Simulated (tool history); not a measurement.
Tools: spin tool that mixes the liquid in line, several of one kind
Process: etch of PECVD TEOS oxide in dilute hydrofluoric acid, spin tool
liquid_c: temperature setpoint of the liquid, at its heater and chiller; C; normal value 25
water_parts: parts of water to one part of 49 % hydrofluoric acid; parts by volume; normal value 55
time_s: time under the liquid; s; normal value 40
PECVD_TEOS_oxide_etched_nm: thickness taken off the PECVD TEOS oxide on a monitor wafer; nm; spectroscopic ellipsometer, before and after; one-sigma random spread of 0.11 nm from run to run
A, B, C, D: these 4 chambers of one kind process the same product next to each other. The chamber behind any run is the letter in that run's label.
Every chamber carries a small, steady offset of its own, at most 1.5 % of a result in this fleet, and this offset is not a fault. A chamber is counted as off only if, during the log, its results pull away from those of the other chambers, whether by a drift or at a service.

run,hour,liquid_c,water_parts,time_s,"read-back film thickness of the PECVD TEOS oxide reference wafer, read on the same gauge (nm)",PECVD_TEOS_oxide_etched_nm
1B,7.3,25,55,40,29.998,12.28
2A,15,25,55,40,29.993,12.044
3C,20.1,25,55,40,30.003,12.18
4D,29.5,25,55,40,29.994,12.128
5B,39.9,25,55,40,30.019,12.015
6C,45.4,25,55,40,30,12.092
7D,52.3,25,55,40,29.992,12.197
8A,59.8,25,55,40,29.992,12.242
9B,66.4,25,55,40,29.975,12.169
10C,71.4,25,80,40,29.989,7.9935
11D,82.2,25,80,40,30.003,8.1806
12A,87.3,25,80,40,29.995,8.1608
13B,97.4,25,80,40,29.997,8.1875
14C,104.2,25,55,40,29.994,11.765
15D,112.9,25,55,40,30.006,12.273
# hour 113.7: chamber B: hydrofluoric acid flow meter replaced
16A,117.9,25,55,40,29.981,12.266
17C,125,25,55,40,29.988,11.702
18D,135.4,25,55,40,30.002,12.086
19B,144.7,25,55,40,30.036,12.324
20A,152,25,55,40,29.998,12.144
21A,158.8,25,55,15,29.993,4.5653
22C,165.8,25,55,15,30.009,4.2538
23B,172.5,25,55,15,30.027,4.5824
24D,180.9,25,55,15,29.984,4.5402
25B,189.7,25,55,40,29.994,12.17
26C,199.2,25,55,40,30.012,11.235
27D,209.8,25,55,40,30.006,12.321
28A,219.2,25,55,40,30.012,12.12
29C,227.5,25,55,40,29.984,11.024
30B,233.1,25,55,40,29.989,12.155
31D,238.5,25,55,40,30.018,12.266

What goes on in this fleet: one chamber off, a drifting gauge, or nothing beyond the chambers' own small offsets? Name the chamber and the cause, if any.

Little by little, chamber C moves away from the other chambers.
Likeliest cause: liquid colder than its thermometer reads (K) = 2.58.
With only this log, it may be confused with: hydrofluoric acid flow below the setpoint (%).

Here are 4 candidates for chamber C's next run, each the usual settings with a change, their results left as question marks. Which one brings its results back in line with what the others give on the usual settings?
To be in line, a result may differ from the other chambers' mean on the usual settings by at most: PECVD_TEOS_oxide_etched_nm 0.38 nm
32C-1,246.5,29.5,55,40,,?
32C-2,246.5,24.5,60,40,,?
32C-3,246.5,25.5,50,40,,?
32C-4,246.5,20.5,55,40,,?

What the other chambers average on the usual settings: PECVD_TEOS_oxide_etched_nm 12.158 nm
run,PECVD_TEOS_oxide_etched_nm
32C-1,12.942
32C-2,9.6246
32C-3,12.226
32C-4,8.9548
32C-3 puts the chamber back in line with the other chambers.

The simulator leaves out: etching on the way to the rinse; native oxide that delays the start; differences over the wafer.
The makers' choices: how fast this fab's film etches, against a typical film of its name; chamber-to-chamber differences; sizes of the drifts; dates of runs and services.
